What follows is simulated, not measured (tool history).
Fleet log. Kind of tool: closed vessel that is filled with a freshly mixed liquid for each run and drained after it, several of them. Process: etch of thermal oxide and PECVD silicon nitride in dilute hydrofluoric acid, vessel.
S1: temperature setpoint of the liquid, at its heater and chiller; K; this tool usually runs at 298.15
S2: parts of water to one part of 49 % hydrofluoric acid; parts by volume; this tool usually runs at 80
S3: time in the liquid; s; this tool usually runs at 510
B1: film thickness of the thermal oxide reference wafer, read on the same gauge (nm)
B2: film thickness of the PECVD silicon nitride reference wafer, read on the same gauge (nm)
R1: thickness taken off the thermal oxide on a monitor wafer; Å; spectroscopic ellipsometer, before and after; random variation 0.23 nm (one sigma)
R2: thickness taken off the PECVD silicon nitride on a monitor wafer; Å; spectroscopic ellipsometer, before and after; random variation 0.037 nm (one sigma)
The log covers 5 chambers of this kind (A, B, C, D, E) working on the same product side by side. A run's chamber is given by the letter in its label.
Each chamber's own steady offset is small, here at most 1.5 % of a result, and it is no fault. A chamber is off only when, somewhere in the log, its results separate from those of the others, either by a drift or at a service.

| run | hour | S1 | S2 | S3 | B1 | B2 | R1 | R2 |
|---|---|---|---|---|---|---|---|---|
| 1E | 12.1 | 298.15 | 80 | 510 | 150.01 | 140.01 | 313.62 | 116.38 |
| 2B | 18.4 | 298.15 | 80 | 510 | 150 | 140.03 | 313.23 | 114.33 |
| 3C | 29.5 | 298.15 | 80 | 510 | 149.99 | 139.99 | 318.95 | 116.69 |
| 4A | 40.3 | 298.15 | 80 | 510 | 150.02 | 140.01 | 319.87 | 114.92 |
| 5D | 48.2 | 299.65 | 80 | 250 | 150.02 | 139.99 | 167.78 | 62.988 |
| 6D | 57.5 | 299.65 | 80 | 250 | 149.95 | 140.01 | 164.55 | 62.566 |
| 7E | 70.6 | 299.65 | 80 | 250 | 149.98 | 139.97 | 165.6 | 62.843 |
| 8B | 78.6 | 299.65 | 80 | 250 | 149.99 | 139.99 | 166.19 | 61.89 |
| 9A | 91.6 | 299.65 | 80 | 250 | 149.99 | 140.01 | 165.54 | 62.246 |
|  | 99.9 | chamber B: thermometer replaced |
| 10C | 104.5 | 298.15 | 80 | 510 | 149.97 | 140.01 | 315.58 | 116.35 |
| 11C | 115.8 | 298.15 | 80 | 510 | 150.02 | 140.01 | 319.26 | 116.69 |
| 12A | 124 | 298.15 | 80 | 510 | 149.98 | 140.01 | 318.35 | 116 |
| 13B | 130.6 | 298.15 | 80 | 510 | 149.99 | 140 | 314.68 | 114.35 |
| 14E | 138.6 | 298.15 | 80 | 510 | 150.06 | 140 | 314.82 | 116.1 |
| 15D | 146.9 | 298.15 | 80 | 510 | 149.99 | 139.95 | 318.4 | 116.24 |
| 16D | 157.1 | 298.15 | 80 | 510 | 150.01 | 140.02 | 316.15 | 115.95 |
| 17C | 168.2 | 298.15 | 80 | 510 | 149.97 | 139.99 | 316.04 | 116.74 |
| 18E | 178.1 | 298.15 | 80 | 510 | 150.04 | 139.99 | 317.67 | 115.99 |
| 19B | 186.7 | 298.15 | 70 | 510 | 150.01 | 140 | 366.97 | 130.99 |
| 20A | 194.8 | 298.15 | 70 | 510 | 150.03 | 140 | 378.9 | 135.59 |
|  | 197.8 | chamber D: hydrofluoric acid flow meter replaced |
| 21E | 204.4 | 298.15 | 70 | 510 | 149.98 | 140.01 | 363.27 | 133.35 |
| 22C | 212.6 | 298.15 | 70 | 510 | 149.99 | 140.01 | 363.04 | 133.41 |
| 23D | 222.4 | 298.15 | 70 | 510 | 149.96 | 139.99 | 371.94 | 132.62 |
| 24B | 233.2 | 298.15 | 80 | 510 | 150.01 | 140.01 | 318.1 | 114.72 |
| 25A | 242.2 | 298.15 | 120 | 510 | 149.98 | 139.97 | 214.46 | 81.79 |
| 26B | 255.1 | 298.15 | 120 | 510 | 150.01 | 140.01 | 200.14 | 76.583 |
| 27A | 263.7 | 298.15 | 120 | 510 | 150.01 | 140.01 | 216.81 | 82.044 |
| 28C | 277 | 298.15 | 120 | 510 | 149.99 | 140 | 202.69 | 77.958 |
| 29D | 290.2 | 298.15 | 120 | 510 | 149.98 | 140.02 | 202.96 | 77.531 |
| 30E | 302.6 | 298.15 | 80 | 510 | 149.98 | 140.03 | 314.91 | 115.88 |

Next, all 5 chambers run the settings below, one line each with question marks for the results. What does each chamber give?
| 31A | 312.2 | 298.15 | 60 | 510 |  |  | ? | ? |
| 31B | 312.2 | 298.15 | 60 | 510 |  |  | ? | ? |
| 31C | 312.2 | 298.15 | 60 | 510 |  |  | ? | ? |
| 31D | 312.2 | 298.15 | 60 | 510 |  |  | ? | ? |
| 31E | 312.2 | 298.15 | 60 | 510 |  |  | ? | ? |

| run | R1 | R2 |
|---|---|---|
| 31A | 475.12 | 165.94 |
| 31B | 436.43 | 152.64 |
| 31C | 428.1 | 155.18 |
| 31D | 445.14 | 154.42 |
| 31E | 427.1 | 154.16 |
